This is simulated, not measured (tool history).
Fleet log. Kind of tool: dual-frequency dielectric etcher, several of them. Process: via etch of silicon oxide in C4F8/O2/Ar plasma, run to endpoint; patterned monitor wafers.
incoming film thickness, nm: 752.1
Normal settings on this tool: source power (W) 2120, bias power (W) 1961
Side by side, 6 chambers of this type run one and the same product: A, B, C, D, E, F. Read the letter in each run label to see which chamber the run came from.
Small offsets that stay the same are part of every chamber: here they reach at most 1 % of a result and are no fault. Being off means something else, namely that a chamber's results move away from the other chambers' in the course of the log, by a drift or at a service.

{"run": "1C", "day": 0.117, "source power (W)": 2120, "bias power (W)": 1961, "endpoint time (s)": 146.4}
{"run": "2D", "day": 0.204, "source power (W)": 2120, "bias power (W)": 1961, "endpoint time (s)": 146.46}
{"run": "3A", "day": 0.304, "source power (W)": 2120, "bias power (W)": 1961, "endpoint time (s)": 145.2}
{"run": "4F", "day": 0.433, "source power (W)": 2120, "bias power (W)": 1961, "endpoint time (s)": 146.23}
{"run": "5E", "day": 0.608, "source power (W)": 2120, "bias power (W)": 1961, "endpoint time (s)": 146.44}
{"run": "6B", "day": 0.704, "source power (W)": 2120, "bias power (W)": 1961, "endpoint time (s)": 144.69}
{"run": "7C", "day": 0.858, "source power (W)": 2120, "bias power (W)": 1961, "endpoint time (s)": 146.85}
{"run": "8E", "day": 1.0, "source power (W)": 2120, "bias power (W)": 1961, "endpoint time (s)": 147.05}
{"run": "9A", "day": 1.146, "source power (W)": 2120, "bias power (W)": 1961, "endpoint time (s)": 146.21}
{"run": "10B", "day": 1.242, "source power (W)": 2120, "bias power (W)": 1961, "endpoint time (s)": 144.38}
{"run": "11D", "day": 1.392, "source power (W)": 2120, "bias power (W)": 1961, "endpoint time (s)": 145.57}
{"run": "12F", "day": 1.5, "source power (W)": 2120, "bias power (W)": 1961, "endpoint time (s)": 145.76}
{"run": "13D", "day": 1.612, "source power (W)": 2120, "bias power (W)": 1961, "endpoint time (s)": 145.16}
{"run": "14B", "day": 1.775, "source power (W)": 2120, "bias power (W)": 1961, "endpoint time (s)": 144.43}
{"run": "15E", "day": 1.858, "source power (W)": 2120, "bias power (W)": 1961, "endpoint time (s)": 145.46}
{"run": "16F", "day": 2.012, "source power (W)": 2120, "bias power (W)": 1961, "endpoint time (s)": 146.5}
{"run": "17A", "day": 2.158, "source power (W)": 2120, "bias power (W)": 1961, "endpoint time (s)": 145.98}
{"run": "18C", "day": 2.304, "source power (W)": 2120, "bias power (W)": 1961, "endpoint time (s)": 147.27}
{"run": "19F", "day": 2.408, "source power (W)": 2460, "bias power (W)": 2301, "endpoint time (s)": 130.82}
{"run": "20A", "day": 2.521, "source power (W)": 2460, "bias power (W)": 2301, "endpoint time (s)": 130.92}
{"run": "21B", "day": 2.683, "source power (W)": 2460, "bias power (W)": 2301, "endpoint time (s)": 130.52}
{"run": "22E", "day": 2.829, "source power (W)": 2460, "bias power (W)": 2301, "endpoint time (s)": 131.74}
{"run": "23C", "day": 2.971, "source power (W)": 2460, "bias power (W)": 2301, "endpoint time (s)": 131.85}
{"run": "24D", "day": 3.054, "source power (W)": 2460, "bias power (W)": 2301, "endpoint time (s)": 129.48}
{"run": "25B", "day": 3.192, "source power (W)": 2120, "bias power (W)": 1961, "endpoint time (s)": 145.26}
{"run": "26F", "day": 3.271, "source power (W)": 2120, "bias power (W)": 1961, "endpoint time (s)": 146.33}
{"run": "27C", "day": 3.438, "source power (W)": 2520, "bias power (W)": 1961, "endpoint time (s)": 136.82}
{"run": "28A", "day": 3.558, "source power (W)": 2520, "bias power (W)": 1961, "endpoint time (s)": 136.27}
{"run": "29E", "day": 3.712, "source power (W)": 2520, "bias power (W)": 1961, "endpoint time (s)": 136.95}
{"run": "30D", "day": 3.862, "source power (W)": 2520, "bias power (W)": 1961, "endpoint time (s)": 134.08}
{"run": "31D", "day": 4.012, "source power (W)": 2520, "bias power (W)": 1961, "endpoint time (s)": 133.78}
{"run": "32C", "day": 4.175, "source power (W)": 2520, "bias power (W)": 1961, "endpoint time (s)": 138.09}
{"run": "33F", "day": 4.275, "source power (W)": 2120, "bias power (W)": 1961, "endpoint time (s)": 145.57}
{"run": "34E", "day": 4.438, "source power (W)": 2530, "bias power (W)": 1961, "endpoint time (s)": 136.27}
{"run": "35A", "day": 4.596, "source power (W)": 2530, "bias power (W)": 1961, "endpoint time (s)": 135.9}
{"run": "36B", "day": 4.7, "source power (W)": 2530, "bias power (W)": 1961, "endpoint time (s)": 135.05}
{"run": "37F", "day": 4.871, "source power (W)": 2530, "bias power (W)": 1961, "endpoint time (s)": 136.53}
{"run": "38C", "day": 5.004, "source power (W)": 2530, "bias power (W)": 1961, "endpoint time (s)": 136.96}
{"run": "39E", "day": 5.138, "source power (W)": 2530, "bias power (W)": 1961, "endpoint time (s)": 137.19}
{"run": "40B", "day": 5.3, "source power (W)": 2280, "bias power (W)": 1961, "endpoint time (s)": 140.82}

What goes on in this fleet: one chamber off, a drifting gauge, or nothing beyond the chambers' own small offsets? Name the chamber and the cause, if any.

Little by little, chamber D moves away from the other chambers.
Most likely cause: etch rate over this chamber's usual, % = 2.61.

Here are 4 candidates for chamber D's next run, each the usual settings with a change, their results left as question marks. Which one brings its results back in line with what the others give on the usual settings?
Allowed miss from the other chambers' usual-settings mean, per result, to count as in line: endpoint time (s) 1.8
{"run": "41D-1", "day": 5.429, "source power (W)": 2330, "bias power (W)": 2098, "endpoint time (s)": "?"}
{"run": "41D-2", "day": 5.429, "source power (W)": 2270, "bias power (W)": 1961, "endpoint time (s)": "?"}
{"run": "41D-3", "day": 5.429, "source power (W)": 1840, "bias power (W)": 1961, "endpoint time (s)": "?"}
{"run": "41D-4", "day": 5.429, "source power (W)": 2020, "bias power (W)": 1897, "endpoint time (s)": "?"}

Average result of the remaining chambers running the usual settings: endpoint time (s) 146.09
run=41D-1 endpoint_time_(s)=134.06
run=41D-2 endpoint_time_(s)=138.15
run=41D-3 endpoint_time_(s)=150.47
run=41D-4 endpoint_time_(s)=146.25
With 41D-4, the chamber falls back in line with the rest.
